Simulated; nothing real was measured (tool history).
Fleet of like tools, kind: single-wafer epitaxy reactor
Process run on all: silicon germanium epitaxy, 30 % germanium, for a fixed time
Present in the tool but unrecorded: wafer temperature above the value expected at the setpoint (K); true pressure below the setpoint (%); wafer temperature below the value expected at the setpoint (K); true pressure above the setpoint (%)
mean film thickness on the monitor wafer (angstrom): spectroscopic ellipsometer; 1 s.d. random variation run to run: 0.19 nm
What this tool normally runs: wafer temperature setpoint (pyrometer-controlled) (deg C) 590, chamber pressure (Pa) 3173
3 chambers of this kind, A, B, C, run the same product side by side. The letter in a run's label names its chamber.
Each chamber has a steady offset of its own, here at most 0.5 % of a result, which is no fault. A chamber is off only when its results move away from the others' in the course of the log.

run    day  wafer temperature setpoint (pyrometer-controlled) (deg C)  chamber pressure (Pa)  hours since the last pyrometer calibration  hours since the last manometer calibration  read-back reference wafer on the same gauge, thickness_nm  mean film thickness on the monitor wafer (angstrom)
 1B  0.325                                                        590                   3173                                      1323.5                                      2535.6                                                     43.747                                               527.93
 2A  0.788                                                        590                   3173                                      1799.6                                       367.1                                                     43.833                                               523.90
 3C  1.117                                                        590                   3173                                       677.1                                      1467.2                                                     43.779                                               523.14
 4C  1.596                                                        590                   3173                                       688.6                                      1478.7                                                     43.864                                               519.50
 5A  1.883                                                        590                   3173                                      1825.9                                       393.4                                                     43.793                                               524.84
 6B  2.288                                                        590                   3173                                      1370.6                                      2582.7                                                     43.818                                               524.07
 7C  2.729                                                        590                   3173                                       715.8                                      1505.9                                                     43.773                                               522.15
 8B  3.192                                                        590                   3173                                      1392.3                                      2604.4                                                     43.777                                               525.27
     3.329  -- chamber B: capacitance manometer re-zeroed and calibrated
 9A  3.488                                                        590                   3173                                      1864.4                                       431.9                                                     43.817                                               528.16
10B  3.767                                                        590                   3173                                      1406.1                                        10.6                                                     43.769                                               520.92
11C  4.171                                                        590                   3173                                       750.4                                      1540.5                                                     43.779                                               521.98
12A  4.704                                                        590                   3173                                      1893.6                                       461.1                                                     43.817                                               526.20
13C  5.096                                                        590                   3173                                       772.6                                      1562.7                                                     43.799                                               523.27
14B  5.442                                                        590                   3173                                      1446.3                                        50.8                                                     43.846                                               516.45
15A  5.788                                                        590                   3173                                      1919.6                                       487.1                                                     43.817                                               522.60
16C  6.038                                                        590                   3173                                       795.2                                      1585.3                                                     43.828                                               522.44
17B  6.354                                                        590                   3173                                      1468.2                                        72.7                                                     43.777                                               516.02
18A  6.650                                                        590                   3173                                      1940.3                                       507.8                                                     43.800                                               525.12
19A  6.912                                                        590                   3173                                      1946.6                                       514.1                                                     43.814                                               526.43
20C  7.246                                                        590                   3173                                       824.2                                      1614.3                                                     43.830                                               524.46
21B  7.592                                                        590                   3173                                      1497.9                                       102.4                                                     43.811                                               512.98
22A  7.917                                                        590                   3173                                      1970.7                                       538.2                                                     43.787                                               522.35
23C  8.300                                                        590                   3173                                       849.5                                      1639.6                                                     43.812                                               522.37
     8.400  -- chamber A: pyrometer calibrated
24B  8.592                                                        590                   3173                                      1521.9                                       126.4                                                     43.793                                               511.29
25A  9.121                                                        590                   3173                                        17.4                                       567.1                                                     43.819                                               524.41

Each of the 3 chambers runs these same settings next. Fill in every chamber's results:
26A  9.512                                                        590                   3173                                                                                                                                                                                                       ?
26B  9.512                                                        590                   3173                                                                                                                                                                                                       ?
26C  9.512                                                        590                   3173                                                                                                                                                                                                       ?

run  mean film thickness on the monitor wafer (angstrom)
26A                                               523.59
26B                                               508.57
26C                                               524.00

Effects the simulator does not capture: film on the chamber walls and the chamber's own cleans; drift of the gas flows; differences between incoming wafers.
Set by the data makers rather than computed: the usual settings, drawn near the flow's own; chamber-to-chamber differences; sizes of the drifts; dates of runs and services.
